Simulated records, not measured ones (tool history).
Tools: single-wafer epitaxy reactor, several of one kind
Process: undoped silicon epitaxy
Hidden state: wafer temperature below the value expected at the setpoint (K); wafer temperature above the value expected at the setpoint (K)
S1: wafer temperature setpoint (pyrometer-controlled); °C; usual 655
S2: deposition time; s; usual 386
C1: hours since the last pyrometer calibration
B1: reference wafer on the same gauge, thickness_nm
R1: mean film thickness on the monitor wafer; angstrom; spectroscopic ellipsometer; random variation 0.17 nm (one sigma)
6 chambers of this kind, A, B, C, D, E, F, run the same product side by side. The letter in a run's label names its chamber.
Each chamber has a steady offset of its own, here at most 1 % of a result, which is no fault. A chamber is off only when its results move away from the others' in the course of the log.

| run | hour | S1 | S2 | C1 | B1 | R1 |
|---|---|---|---|---|---|---|
| 1C | 6.1 | 655 | 386 | 753.1 | 76.291 | 722.27 |
| 2A | 9.5 | 655 | 386 | 50.2 | 76.276 | 722.81 |
| 3E | 15.9 | 655 | 386 | 695.8 | 76.324 | 721.59 |
| 4B | 22.4 | 655 | 386 | 711.1 | 76.256 | 720.68 |
| 5D | 26.1 | 655 | 386 | 720.1 | 76.261 | 722.19 |
| 6F | 29.3 | 655 | 386 | 973.3 | 76.329 | 717.14 |
| 7B | 35.4 | 660 | 319 | 724.1 | 76.322 | 664.26 |
| 8E | 41.3 | 660 | 319 | 721.2 | 76.269 | 666.38 |
| 9C | 47.8 | 660 | 319 | 794.8 | 76.286 | 666.17 |
| 10F | 52.2 | 660 | 319 | 996.2 | 76.343 | 659.74 |
| 11D | 56.9 | 660 | 319 | 750.9 | 76.302 | 665.16 |
| 12A | 60.4 | 660 | 319 | 101.1 | 76.296 | 667.83 |
| 13A | 66 | 655 | 386 | 106.7 | 76.26 | 723.67 |
| 14F | 71.9 | 655 | 386 | 1015.9 | 76.272 | 719.97 |
| 15D | 75.6 | 650 | 386 | 769.6 | 76.327 | 648.02 |
| 16E | 78.7 | 650 | 386 | 758.6 | 76.341 | 647.03 |
| 17B | 81.9 | 650 | 386 | 770.6 | 76.342 | 643.23 |
| 18C | 85.6 | 650 | 386 | 832.6 | 76.326 | 649.57 |
| 19F | 89.1 | 650 | 386 | 1033.1 | 76.306 | 642.58 |
| 20E | 94.9 | 650 | 386 | 774.8 | 76.248 | 647.71 |
| 21B | 99.8 | 655 | 386 | 788.5 | 76.34 | 719.54 |
| 22C | 105.5 | 661 | 435 | 852.5 | 76.343 | 927.24 |
| 23D | 108.9 | 661 | 435 | 802.9 | 76.305 | 924.31 |
| 24A | 114.1 | 661 | 435 | 154.8 | 76.291 | 931.92 |
| 25E | 119.3 | 661 | 435 | 799.2 | 76.294 | 928.77 |
| 26D | 124.2 | 661 | 435 | 818.2 | 76.3 | 926.97 |
| 27F | 127.3 | 661 | 435 | 1071.3 | 76.334 | 923.06 |
| 28C | 130.6 | 655 | 386 | 877.6 | 76.3 | 722.48 |
| 29B | 135.5 | 655 | 386 | 824.2 | 76.3 | 721.05 |
| 30A | 140.4 | 647 | 431 | 181.1 | 76.284 | 677.37 |
| 31E | 146.7 | 647 | 431 | 826.6 | 76.288 | 677.3 |
| 32B | 151.7 | 647 | 431 | 840.4 | 76.29 | 671.35 |
| 33C | 158 | 647 | 431 | 905 | 76.327 | 678.12 |
| 34D | 163.8 | 647 | 431 | 857.8 | 76.266 | 681.54 |
| 35A | 169.1 | 647 | 431 | 209.8 | 76.292 | 678.36 |
| 36F | 175.1 | 655 | 386 | 1119.1 | 76.339 | 718.66 |
| 37E | 179.2 | 655 | 386 | 859.1 | 76.312 | 721.92 |
| 38A | 183.4 | 665 | 320 | 224.1 | 76.33 | 746.01 |
| 39B | 189.1 | 665 | 320 | 877.8 | 76.364 | 741.14 |

What goes on in this fleet: one chamber off, a drifting gauge, or nothing beyond the chambers' own small offsets? Name the chamber and the cause, if any.

No chamber stands off beyond its own small offset, and the gauge holds steady.
